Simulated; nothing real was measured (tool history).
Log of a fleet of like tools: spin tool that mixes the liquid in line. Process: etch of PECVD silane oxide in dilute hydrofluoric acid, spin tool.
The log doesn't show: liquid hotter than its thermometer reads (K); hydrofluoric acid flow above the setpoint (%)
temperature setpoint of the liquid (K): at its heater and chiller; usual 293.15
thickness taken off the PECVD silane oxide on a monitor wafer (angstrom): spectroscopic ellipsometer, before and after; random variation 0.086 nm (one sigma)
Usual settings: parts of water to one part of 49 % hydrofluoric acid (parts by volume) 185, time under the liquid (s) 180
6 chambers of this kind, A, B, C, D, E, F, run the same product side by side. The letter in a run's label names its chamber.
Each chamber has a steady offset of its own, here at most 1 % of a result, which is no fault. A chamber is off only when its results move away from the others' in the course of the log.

run	hour	temperature setpoint of the liquid (K)	parts of water to one part of 49 % hydrofluoric acid (parts by volume)	time under the liquid (s)	hours since the thermometer was replaced	hours since the hydrofluoric acid flow meter was replaced	read-back film thickness of the PECVD silane oxide reference wafer, read on the same gauge (nm)	thickness taken off the PECVD silane oxide on a monitor wafer (angstrom)
1A	4.7	293.15	185	180	598.7	759.7	129.99	116.18
2F	9.1	293.15	185	180	556.7	621.2	129.98	115.16
3D	12.2	293.15	185	180	508.5	33.7	129.99	113.26
4B	16.3	293.15	185	180	882.6	151	130.01	114.32
5C	21.7	293.15	185	180	294.6	795.9	130	113.46
6E	28	293.15	185	180	701.6	587.9	130.02	114.19
7F	33.7	293.15	185	180	581.3	645.8	129.98	112.6
8C	38.4	291.15	245	180	311.3	812.6	129.99	74.479
9E	43.7	291.15	245	180	717.3	603.6	129.99	73.701
10A	49	291.15	245	180	643	804	130.01	74.527
11D	53.7	291.15	245	180	550	75.2	130	75.955
12B	56.9	291.15	245	180	923.2	191.6	130	74.781
13F	63	291.15	245	180	610.6	675.1	130.01	74.326
14A	66	293.15	185	180	660	821	130.01	115.17
15C	69.6	293.15	185	180	342.5	843.8	130.03	113.07
16D	73	293.15	185	180	569.3	94.5	130	116.01
17B	78.9	293.15	185	180	945.2	213.6	130.02	113.26
18E	82.1	293.15	185	180	755.7	642	130.01	113.75
19D	84.9	293.15	185	180	581.2	106.4	130.02	115.3
20E	88.7	293.15	185	180	762.3	648.6	129.99	112.24
21F	94.7	293.15	185	180	642.3	706.8	130	116.8
22B	98.5	293.15	185	180	964.8	233.2	130	115.09
23C	104	293.15	185	180	376.9	878.2	130.03	113.69
24A	109.5	293.15	185	180	703.5	864.5	129.98	115.14
25D	112.4	293.15	185	180	608.7	133.9	129.99	115.95
26F	115.8	293.15	185	180	663.4	727.9	130	117.33
27C	121.8	293.15	185	180	394.7	896	129.97	113.18
28E	126.8	293.15	185	180	800.4	686.7	130.01	114.69
29B	131.3	293.15	185	180	997.6	266	130.01	113.26
30A	137.1	290.15	185	105	731.1	892.1	130	59.155
31C	142.1	290.15	185	105	415	916.3	129.98	58.866
32F	147	290.15	185	105	694.6	759.1	130	61.848
33D	149.9	290.15	185	105	646.2	171.4	130	58.96
34A	153.9	290.15	185	105	747.9	908.9	130	60.112
35E	157.1	290.15	185	105	830.7	717	129.99	59.145
36B	160	293.15	185	180	1026.3	294.7	130	113.05
37D	164.2	293.15	185	180	660.5	185.7	130.02	114.89
38A	167.5	290.15	185	180	761.5	922.5	130	102.48

All 6 chambers run these settings next. Forecast each chamber's results:
39A	172	293.15	185	180				?
39B	172	293.15	185	180				?
39C	172	293.15	185	180				?
39D	172	293.15	185	180				?
39E	172	293.15	185	180				?
39F	172	293.15	185	180				?

run	thickness taken off the PECVD silane oxide on a monitor wafer (angstrom)
39A	114.08
39B	113.42
39C	113.19
39D	115.28
39E	113.85
39F	120.03
